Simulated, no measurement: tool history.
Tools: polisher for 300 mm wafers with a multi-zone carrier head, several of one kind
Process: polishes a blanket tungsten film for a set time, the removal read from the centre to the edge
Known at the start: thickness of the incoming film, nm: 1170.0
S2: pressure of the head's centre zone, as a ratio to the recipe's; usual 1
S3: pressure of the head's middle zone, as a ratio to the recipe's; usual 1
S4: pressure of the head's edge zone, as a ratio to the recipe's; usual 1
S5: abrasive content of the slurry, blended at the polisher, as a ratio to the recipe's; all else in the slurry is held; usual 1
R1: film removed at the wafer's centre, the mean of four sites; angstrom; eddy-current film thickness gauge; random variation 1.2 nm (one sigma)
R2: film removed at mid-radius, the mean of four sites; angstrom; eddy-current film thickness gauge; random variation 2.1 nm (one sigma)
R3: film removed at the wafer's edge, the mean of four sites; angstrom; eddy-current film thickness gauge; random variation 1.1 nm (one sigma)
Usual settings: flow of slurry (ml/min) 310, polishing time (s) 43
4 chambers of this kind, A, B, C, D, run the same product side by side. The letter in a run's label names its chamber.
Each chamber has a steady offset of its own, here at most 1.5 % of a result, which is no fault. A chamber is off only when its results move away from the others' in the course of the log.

run 1D hour=5.6 | flow_of_slurry_(ml/min)=310 S2=1 S3=1 S4=1 S5=1 polishing_time_(s)=43 | R1=1545.4 R2=1527.8 R3=1515.5
run 2A hour=12 | flow_of_slurry_(ml/min)=310 S2=1 S3=1 S4=1 S5=1 polishing_time_(s)=43 | R1=1554.9 R2=1541.3 R3=1531.7
-- hour=13 chamber A: worn pad replaced by a new one
run 3B hour=16.9 | flow_of_slurry_(ml/min)=310 S2=1 S3=1 S4=1 S5=1 polishing_time_(s)=43 | R1=1515.7 R2=1494.6 R3=1525
-- hour=20.4 chamber D: worn pad replaced by a new one
run 4C hour=22.6 | flow_of_slurry_(ml/min)=310 S2=1 S3=1 S4=1 S5=1 polishing_time_(s)=43 | R1=1507.9 R2=1536.1 R3=1523.6
run 5D hour=29.7 | flow_of_slurry_(ml/min)=310 S2=1 S3=1 S4=1 S5=1 polishing_time_(s)=43 | R1=1535.9 R2=1514.8 R3=1517.4
-- hour=31.3 chamber C: slurry nozzle cleaned
run 6A hour=36 | flow_of_slurry_(ml/min)=310 S2=1 S3=0.89 S4=1.09 S5=1 polishing_time_(s)=43 | R1=1516.7 R2=1381.7 R3=1599.7
run 7B hour=42.7 | flow_of_slurry_(ml/min)=310 S2=1 S3=0.89 S4=1.09 S5=1 polishing_time_(s)=43 | R1=1512.5 R2=1365.7 R3=1571.7
-- hour=42.9 chamber B: worn pad replaced by a new one
run 8C hour=47.8 | flow_of_slurry_(ml/min)=310 S2=1 S3=0.89 S4=1.09 S5=1 polishing_time_(s)=43 | R1=1540.8 R2=1390.6 R3=1601.3
-- hour=53.6 chamber C: worn pad replaced by a new one
run 9C hour=55.2 | flow_of_slurry_(ml/min)=310 S2=1 S3=0.89 S4=1.09 S5=1 polishing_time_(s)=43 | R1=1547.1 R2=1374.6 R3=1605.8
-- hour=59.2 chamber B: slurry nozzle cleaned
run 10B hour=59.9 | flow_of_slurry_(ml/min)=310 S2=1 S3=1 S4=1 S5=1 polishing_time_(s)=43 | R1=1534.3 R2=1552.5 R3=1553.1
run 11A hour=64 | flow_of_slurry_(ml/min)=310 S2=1 S3=1 S4=1 S5=1 polishing_time_(s)=43 | R1=1533.4 R2=1505.1 R3=1520.4
-- hour=65.3 chamber D: centre zone pressure recalibrated
run 12D hour=71.7 | flow_of_slurry_(ml/min)=310 S2=1 S3=1 S4=1 S5=1 polishing_time_(s)=43 | R1=1526.4 R2=1496 R3=1529.8
-- hour=72.8 chamber A: slurry nozzle cleaned
run 13A hour=75.4 | flow_of_slurry_(ml/min)=310 S2=1 S3=1 S4=1 S5=1 polishing_time_(s)=43 | R1=1533.1 R2=1530.4 R3=1544.8
run 14C hour=79.2 | flow_of_slurry_(ml/min)=310 S2=1 S3=1 S4=1 S5=1 polishing_time_(s)=43 | R1=1531.8 R2=1528.2 R3=1525.8
run 15B hour=84.9 | flow_of_slurry_(ml/min)=310 S2=1 S3=1 S4=1 S5=1 polishing_time_(s)=43 | R1=1527 R2=1527.2 R3=1528.2
run 16D hour=92 | flow_of_slurry_(ml/min)=310 S2=1 S3=1 S4=1 S5=1 polishing_time_(s)=43 | R1=1534.6 R2=1541.6 R3=1524.9
run 17B hour=95.7 | flow_of_slurry_(ml/min)=310 S2=1 S3=1 S4=1 S5=1 polishing_time_(s)=43 | R1=1528.9 R2=1536.8 R3=1519.1
-- hour=95.8 chamber B: centre zone pressure recalibrated
run 18D hour=100.7 | flow_of_slurry_(ml/min)=310 S2=1 S3=1 S4=1 S5=1 polishing_time_(s)=43 | R1=1547.1 R2=1539.5 R3=1525.4
-- hour=104 chamber C: centre zone pressure recalibrated
run 19C hour=104.8 | flow_of_slurry_(ml/min)=310 S2=1 S3=1 S4=1 S5=1 polishing_time_(s)=43 | R1=1432.5 R2=1536.6 R3=1530.8
-- hour=106.8 chamber D: worn pad replaced by a new one
run 20A hour=111.6 | flow_of_slurry_(ml/min)=310 S2=1 S3=1 S4=1 S5=1 polishing_time_(s)=43 | R1=1557.1 R2=1534.2 R3=1539.4
run 21C hour=115.6 | flow_of_slurry_(ml/min)=310 S2=1 S3=1 S4=1 S5=1 polishing_time_(s)=43 | R1=1432.1 R2=1531.7 R3=1540.9
run 22A hour=122.2 | flow_of_slurry_(ml/min)=310 S2=1 S3=1 S4=1 S5=1 polishing_time_(s)=43 | R1=1538.4 R2=1545.3 R3=1532.1
run 23D hour=126.3 | flow_of_slurry_(ml/min)=310 S2=1 S3=1 S4=1 S5=1 polishing_time_(s)=43 | R1=1540.3 R2=1513.7 R3=1517.5
run 24B hour=132.7 | flow_of_slurry_(ml/min)=310 S2=1 S3=1 S4=1 S5=1 polishing_time_(s)=43 | R1=1524.3 R2=1485.8 R3=1518.8
-- hour=138.8 chamber C: worn pad replaced by a new one
run 25C hour=139.1 | flow_of_slurry_(ml/min)=310 S2=1 S3=1 S4=1 S5=1 polishing_time_(s)=43 | R1=1453.7 R2=1541.7 R3=1554.2
run 26B hour=146.5 | flow_of_slurry_(ml/min)=310 S2=1 S3=1 S4=1 S5=1 polishing_time_(s)=43 | R1=1510.3 R2=1465.2 R3=1541.2
-- hour=147.7 chamber B: worn pad replaced by a new one
run 27A hour=153 | flow_of_slurry_(ml/min)=310 S2=1 S3=1 S4=1 S5=1 polishing_time_(s)=43 | R1=1530.4 R2=1545.9 R3=1525.2
run 28D hour=158.6 | flow_of_slurry_(ml/min)=310 S2=1 S3=1 S4=1 S5=1 polishing_time_(s)=43 | R1=1528.1 R2=1516.9 R3=1522.4
run 29A hour=164.5 | flow_of_slurry_(ml/min)=310 S2=1 S3=1 S4=1 S5=1 polishing_time_(s)=43 | R1=1558.3 R2=1528.3 R3=1537.3
run 30D hour=172.3 | flow_of_slurry_(ml/min)=310 S2=1 S3=1 S4=1 S5=1 polishing_time_(s)=43 | R1=1538 R2=1527 R3=1526.3
-- hour=177.1 chamber A: worn pad replaced by a new one
run 31C hour=177.7 | flow_of_slurry_(ml/min)=310 S2=1 S3=1 S4=1.07 S5=0.75 polishing_time_(s)=43 | R1=1348.4 R2=1441.9 R3=1477.8
-- hour=180.4 chamber D: worn pad replaced by a new one
run 32B hour=181.8 | flow_of_slurry_(ml/min)=310 S2=1 S3=1 S4=1.07 S5=0.75 polishing_time_(s)=43 | R1=1413.2 R2=1395.8 R3=1466.8
run 33A hour=188.3 | flow_of_slurry_(ml/min)=310 S2=1 S3=1 S4=1.07 S5=0.75 polishing_time_(s)=43 | R1=1429.2 R2=1450.8 R3=1488.7
run 34B hour=194.8 | flow_of_slurry_(ml/min)=310 S2=1 S3=1 S4=1.07 S5=0.75 polishing_time_(s)=43 | R1=1424.8 R2=1440.9 R3=1484.1
run 35D hour=202.3 | flow_of_slurry_(ml/min)=310 S2=1 S3=1 S4=1 S5=1 polishing_time_(s)=43 | R1=1536.2 R2=1542.9 R3=1518.5
run 36C hour=210 | flow_of_slurry_(ml/min)=310 S2=1 S3=1 S4=1 S5=1 polishing_time_(s)=43 | R1=1442.6 R2=1513.9 R3=1518.8
-- hour=214.4 chamber C: edge zone pressure recalibrated
run 37C hour=214.8 | flow_of_slurry_(ml/min)=310 S2=1 S3=1 S4=1 S5=1 polishing_time_(s)=43 | R1=1416.1 R2=1508.4 R3=1527.8
run 38B hour=219.7 | flow_of_slurry_(ml/min)=310 S2=1 S3=1 S4=1 S5=1 polishing_time_(s)=43 | R1=1517.5 R2=1514.5 R3=1533.9
run 39A hour=224.8 | flow_of_slurry_(ml/min)=310 S2=1 S3=1 S4=1 S5=1 polishing_time_(s)=43 | R1=1531.3 R2=1503.5 R3=1525.1
run 40D hour=231.6 | flow_of_slurry_(ml/min)=310 S2=1 S3=1 S4=1 S5=1 polishing_time_(s)=43 | R1=1552.5 R2=1513.2 R3=1519

Next, every chamber runs the same settings. What will each give?
run 41A hour=237.4 | flow_of_slurry_(ml/min)=310 S2=1 S3=1 S4=1 S5=1 polishing_time_(s)=43 | R1=? R2=? R3=?
run 41B hour=237.4 | flow_of_slurry_(ml/min)=310 S2=1 S3=1 S4=1 S5=1 polishing_time_(s)=43 | R1=? R2=? R3=?
run 41C hour=237.4 | flow_of_slurry_(ml/min)=310 S2=1 S3=1 S4=1 S5=1 polishing_time_(s)=43 | R1=? R2=? R3=?
run 41D hour=237.4 | flow_of_slurry_(ml/min)=310 S2=1 S3=1 S4=1 S5=1 polishing_time_(s)=43 | R1=? R2=? R3=?

run=41A R1=1560.5 R2=1538.1 R3=1534.3
run=41B R1=1525.1 R2=1504.2 R3=1512.1
run=41C R1=1436.3 R2=1519.4 R3=1518
run=41D R1=1511.8 R2=1532.7 R3=1504

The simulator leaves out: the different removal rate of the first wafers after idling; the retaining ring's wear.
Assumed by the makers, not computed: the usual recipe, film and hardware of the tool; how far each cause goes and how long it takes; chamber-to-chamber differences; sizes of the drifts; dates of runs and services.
